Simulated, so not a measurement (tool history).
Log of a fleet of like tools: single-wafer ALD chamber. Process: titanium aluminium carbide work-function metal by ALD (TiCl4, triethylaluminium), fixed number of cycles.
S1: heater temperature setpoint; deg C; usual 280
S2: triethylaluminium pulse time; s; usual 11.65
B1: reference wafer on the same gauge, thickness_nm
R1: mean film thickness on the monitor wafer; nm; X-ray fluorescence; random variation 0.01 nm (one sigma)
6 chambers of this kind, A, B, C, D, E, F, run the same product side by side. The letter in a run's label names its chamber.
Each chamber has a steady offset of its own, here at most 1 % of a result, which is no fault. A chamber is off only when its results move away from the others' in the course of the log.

{"run": "1D", "hour": 5.4, "S1": 280, "S2": 11.65, "B1": 2.1605, "R1": 1.8293}
{"run": "2F", "hour": 10.9, "S1": 280, "S2": 11.65, "B1": 2.1567, "R1": 1.8653}
{"run": "3B", "hour": 15.2, "S1": 280, "S2": 11.65, "B1": 2.1598, "R1": 1.8503}
{"run": "4E", "hour": 19.4, "S1": 280, "S2": 11.65, "B1": 2.1622, "R1": 1.8481}
{"run": "5A", "hour": 22.8, "S1": 280, "S2": 11.65, "B1": 2.1587, "R1": 1.8521}
{"run": "6C", "hour": 28.2, "S1": 280, "S2": 11.65, "B1": 2.1639, "R1": 1.8625}
{"run": "7F", "hour": 30.8, "S1": 280, "S2": 11.65, "B1": 2.1619, "R1": 1.8373}
{"run": "8E", "hour": 34.4, "S1": 280, "S2": 11.65, "B1": 2.1609, "R1": 1.8541}
{"run": "9C", "hour": 39.2, "S1": 280, "S2": 11.65, "B1": 2.164, "R1": 1.8457}
{"hour": 42.4, "done": "chamber B: triethylaluminium bottle replaced"}
{"run": "10A", "hour": 44.7, "S1": 280, "S2": 11.65, "B1": 2.1593, "R1": 1.8729}
{"run": "11D", "hour": 48.2, "S1": 280, "S2": 11.65, "B1": 2.1622, "R1": 1.8373}
{"run": "12B", "hour": 50.9, "S1": 280, "S2": 11.65, "B1": 2.1592, "R1": 1.844}
{"run": "13C", "hour": 54.2, "S1": 280, "S2": 11.65, "B1": 2.1607, "R1": 1.876}
{"run": "14E", "hour": 58.8, "S1": 280, "S2": 11.65, "B1": 2.1614, "R1": 1.8523}
{"run": "15A", "hour": 62.8, "S1": 280, "S2": 11.65, "B1": 2.1587, "R1": 1.8516}
{"run": "16F", "hour": 67.9, "S1": 280, "S2": 11.65, "B1": 2.1595, "R1": 1.8587}
{"run": "17B", "hour": 71.6, "S1": 280, "S2": 11.65, "B1": 2.1596, "R1": 1.8759}
{"run": "18D", "hour": 75.2, "S1": 280, "S2": 11.65, "B1": 2.1593, "R1": 1.8259}
{"run": "19E", "hour": 78.3, "S1": 280, "S2": 11.65, "B1": 2.161, "R1": 1.842}
{"run": "20F", "hour": 81.2, "S1": 280, "S2": 11.65, "B1": 2.1606, "R1": 1.8554}
{"run": "21D", "hour": 85.5, "S1": 280, "S2": 11.65, "B1": 2.1583, "R1": 1.8461}
{"run": "22C", "hour": 88.8, "S1": 280, "S2": 11.65, "B1": 2.1609, "R1": 1.8509}
{"run": "23A", "hour": 93.3, "S1": 280, "S2": 11.65, "B1": 2.1622, "R1": 1.8636}
{"run": "24B", "hour": 99.1, "S1": 280, "S2": 11.65, "B1": 2.1569, "R1": 1.8532}
{"run": "25C", "hour": 101.8, "S1": 280, "S2": 11.65, "B1": 2.1571, "R1": 1.8572}
{"run": "26F", "hour": 104.5, "S1": 280, "S2": 11.65, "B1": 2.1587, "R1": 1.8551}
{"run": "27A", "hour": 109.9, "S1": 280, "S2": 11.65, "B1": 2.1615, "R1": 1.8532}
{"run": "28B", "hour": 113.2, "S1": 280, "S2": 11.65, "B1": 2.1647, "R1": 1.8418}
{"hour": 113.9, "done": "chamber C: thermocouple changed; heater temperature recalibrated"}
{"run": "29E", "hour": 117.0, "S1": 280, "S2": 11.65, "B1": 2.1642, "R1": 1.8374}
{"run": "30D", "hour": 119.8, "S1": 280, "S2": 11.65, "B1": 2.1587, "R1": 1.8359}
{"run": "31A", "hour": 125.8, "S1": 280, "S2": 11.65, "B1": 2.1594, "R1": 1.8554}
{"run": "32C", "hour": 129.8, "S1": 280, "S2": 13.55, "B1": 2.1582, "R1": 1.8618}
{"run": "33E", "hour": 134.4, "S1": 280, "S2": 13.55, "B1": 2.1602, "R1": 1.8606}
{"run": "34B", "hour": 140.4, "S1": 280, "S2": 13.55, "B1": 2.164, "R1": 1.858}
{"run": "35F", "hour": 144.8, "S1": 280, "S2": 13.55, "B1": 2.1604, "R1": 1.8533}
{"run": "36D", "hour": 149.6, "S1": 280, "S2": 13.55, "B1": 2.1592, "R1": 1.8583}
{"run": "37B", "hour": 153.0, "S1": 280, "S2": 13.55, "B1": 2.1606, "R1": 1.8632}
{"run": "38F", "hour": 155.9, "S1": 287, "S2": 14.2, "B1": 2.1587, "R1": 1.9369}
{"run": "39E", "hour": 160.4, "S1": 287, "S2": 14.2, "B1": 2.1594, "R1": 1.9234}
{"run": "40C", "hour": 164.6, "S1": 287, "S2": 14.2, "B1": 2.1596, "R1": 1.9178}

All 6 chambers run these settings next. Forecast each chamber's results:
{"run": "41A", "hour": 168.9, "S1": 280, "S2": 11.65, "R1": "?"}
{"run": "41B", "hour": 168.9, "S1": 280, "S2": 11.65, "R1": "?"}
{"run": "41C", "hour": 168.9, "S1": 280, "S2": 11.65, "R1": "?"}
{"run": "41D", "hour": 168.9, "S1": 280, "S2": 11.65, "R1": "?"}
{"run": "41E", "hour": 168.9, "S1": 280, "S2": 11.65, "R1": "?"}
{"run": "41F", "hour": 168.9, "S1": 280, "S2": 11.65, "R1": "?"}

run=41A R1=1.8539
run=41B R1=1.8500
run=41C R1=1.8501
run=41D R1=1.8512
run=41E R1=1.8388
run=41F R1=1.8372

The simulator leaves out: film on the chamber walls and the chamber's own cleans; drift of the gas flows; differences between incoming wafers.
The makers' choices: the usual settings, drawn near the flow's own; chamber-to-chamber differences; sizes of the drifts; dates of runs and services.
